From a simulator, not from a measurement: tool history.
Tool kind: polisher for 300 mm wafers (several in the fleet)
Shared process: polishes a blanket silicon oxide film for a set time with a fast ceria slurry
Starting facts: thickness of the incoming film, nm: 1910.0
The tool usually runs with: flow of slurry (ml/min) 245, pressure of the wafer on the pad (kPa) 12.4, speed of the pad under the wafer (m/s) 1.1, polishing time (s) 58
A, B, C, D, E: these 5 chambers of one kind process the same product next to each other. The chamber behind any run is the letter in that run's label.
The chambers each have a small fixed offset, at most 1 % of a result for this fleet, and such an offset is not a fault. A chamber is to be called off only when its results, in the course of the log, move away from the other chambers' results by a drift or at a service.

run	hour	flow of slurry (ml/min)	pressure of the wafer on the pad (kPa)	speed of the pad under the wafer (m/s)	polishing time (s)	wafers polished on this pad	hours since the slurry nozzle was cleaned	hours since the head pressure was calibrated	film removed (nm)
# hour 2.2: chamber C: worn pad replaced by a new one
# hour 2.2: chamber D: worn pad replaced by a new one
# hour 3.5: chamber A: slurry nozzle cleaned
1E	9	245	12.4	1.1	58	1217	540.5	761.1	709.45
# hour 14.5: chamber B: worn pad replaced by a new one
2A	17.2	245	12.4	1.1	58	112	13.7	374.8	714.71
3C	27.3	245	12.4	1.1	58	163	108.2	727.9	716.66
# hour 28.8: chamber E: worn pad replaced by a new one
4B	37.1	245	12.4	1.1	58	147	323.8	377.7	708.26
# hour 38.2: chamber C: head pressure recalibrated
5D	45	245	12.4	1.24	41	278	99.7	251.6	561.5
6E	51.8	245	12.4	1.24	41	149	583.3	803.9	574.08
7B	58.7	245	12.4	1.24	41	287	345.4	399.3	574.63
8D	68.8	245	12.4	1.24	41	433	123.5	275.4	569.22
9C	77.3	245	12.4	1.24	41	488	158.2	39.2	562.77
10A	86.1	245	12.4	1.1	58	560	82.6	443.7	711.89
11D	93.4	245	12.4	1.1	58	593	148.1	300	701.74
# hour 94.3: chamber A: worn pad replaced by a new one
12C	98.6	245	15.9	1.1	66	627	179.5	60.5	1018.8
# hour 100: chamber A: head pressure recalibrated
13E	105	245	15.9	1.1	66	495	636.5	857.1	1019.6
# hour 109.8: chamber B: worn pad replaced by a new one
14A	109.9	245	15.9	1.1	66	101	106.4	10	1052.3
15B	114.8	245	15.9	1.1	66	32	401.5	455.4	1021.6
16D	121.6	245	15.9	1.1	66	776	176.3	328.2	1032.3
# hour 121.9: chamber C: worn pad replaced by a new one
17A	127.2	215	12.4	1.38	58	214	123.7	27.3	869.05
# hour 135.1: chamber B: slurry nozzle cleaned
18B	137.4	215	12.4	1.38	58	179	2.4	478	888.35
# hour 140.8: chamber D: worn pad replaced by a new one
19E	144.8	215	12.4	1.38	58	754	676.3	896.9	879.8
20C	149.7	215	12.4	1.38	58	181	230.6	111.6	885.21
21E	155.9	215	12.4	1.38	58	826	687.4	908	885.09
# hour 160.8: chamber E: head pressure recalibrated
22B	163.4	245	12.4	1.1	58	348	28.4	504	704.69
23C	171.5	245	12.4	1.1	58	322	252.4	133.4	720.99
24A	181.3	245	12.4	1.1	58	566	177.8	81.4	719.04
25D	187.1	245	12.4	1.1	58	301	241.8	393.7	711.06
26B	194.6	245	12.4	1.1	58	551	59.6	535.2	702.1
27A	204.7	245	12.4	1.1	58	718	201.2	104.8	717.19
# hour 211.7: chamber A: worn pad replaced by a new one
28D	213.5	245	12.4	1.1	58	473	268.2	420.1	726.6
29C	218.9	245	12.4	1.1	58	631	299.8	180.8	711.57
30E	228.8	245	12.4	1.1	58	1300	760.3	68.1	704.57
# hour 234.5: chamber E: slurry nozzle cleaned
31E	236.1	245	12.4	1.1	58	1348	1.6	75.4	705.2
32A	241.5	245	12.4	1.1	58	194	238	141.6	715.17
33C	250.7	245	12.4	1.1	58	838	331.6	212.6	708.61

Is one chamber off against the others, does the gauge drift, or is nothing wrong? If a chamber is off, say which, and what the likeliest cause is.

Beyond each chamber's small constant offset nothing stands out, and the gauge stays steady.
